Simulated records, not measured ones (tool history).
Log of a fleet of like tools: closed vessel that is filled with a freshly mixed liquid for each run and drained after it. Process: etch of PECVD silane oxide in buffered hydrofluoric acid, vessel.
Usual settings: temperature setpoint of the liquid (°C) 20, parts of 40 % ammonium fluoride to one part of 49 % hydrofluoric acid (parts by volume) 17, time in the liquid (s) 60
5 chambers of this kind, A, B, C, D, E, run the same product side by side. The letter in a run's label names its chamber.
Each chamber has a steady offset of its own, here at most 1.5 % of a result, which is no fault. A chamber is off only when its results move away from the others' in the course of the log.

run,day,temperature setpoint of the liquid (°C),parts of 40 % ammonium fluoride to one part of 49 % hydrofluoric acid (parts by volume),time in the liquid (s),"read-back film thickness of the PECVD silane oxide reference wafer, read on the same gauge (nm)",thickness taken off the PECVD silane oxide on a monitor wafer (Å)
1D,0.196,20,17,60,129.98,571.97
2E,0.312,20,17,60,129.98,557.65
3A,0.546,20,17,60,130,561.91
4B,0.654,20,17,60,130.04,558.65
5C,0.804,20,17,60,129.99,568.55
6A,0.971,20,17,60,130.02,565.05
7C,1.1,20,17,60,129.98,568.83
8B,1.329,20,17,60,129.98,561.27
9D,1.525,20,17,60,130,571.28
10E,1.688,20,17,60,129.99,569.39
11C,1.917,20,17,60,130.02,567.24
12E,2.062,20,17,60,130.04,567.52
13D,2.196,20,17,60,129.98,566.54
14B,2.338,20,22.5,40,130.01,290.64
15A,2.467,20,22.5,40,130.01,294.84
16D,2.612,20,22.5,40,130.02,294.58
17A,2.712,20,22.5,40,129.98,294.04
18B,2.858,20,22.5,40,130.03,293.25
19C,3.021,20,17,60,129.99,558.07
20E,3.133,20,17,60,130.02,556.35
21B,3.262,20,17,60,129.99,565.65
22C,3.496,20,17,60,130,574.13
23D,3.617,20,17,60,129.98,561.73
24A,3.808,20,17,60,129.98,574.05
25E,3.996,20,17,60,129.99,558.06
26E,4.212,22.5,17,50,129.97,537.42
27C,4.425,22.5,17,50,130.01,541.98
28D,4.604,22.5,17,50,129.98,534.11
29B,4.712,22.5,17,50,130.02,533.3
30A,4.933,22.5,17,50,130.06,553.85
31D,5.162,20,17,60,130,566.63
32A,5.275,20,17,60,129.98,577.07
33C,5.5,20,17,60,130.03,565.17
34B,5.733,20,17,60,129.99,549.93
35E,5.917,18.5,17,45,130.03,388.49
36A,6.121,18.5,17,45,130.01,415.07

Next, every chamber runs the same settings. What will each give?
37A,6.288,20,19,60,,?
37B,6.288,20,19,60,,?
37C,6.288,20,19,60,,?
37D,6.288,20,19,60,,?
37E,6.288,20,19,60,,?

run,thickness taken off the PECVD silane oxide on a monitor wafer (Å)
37A,531.87
37B,498.3
37C,510.21
37D,507.52
37E,503.18
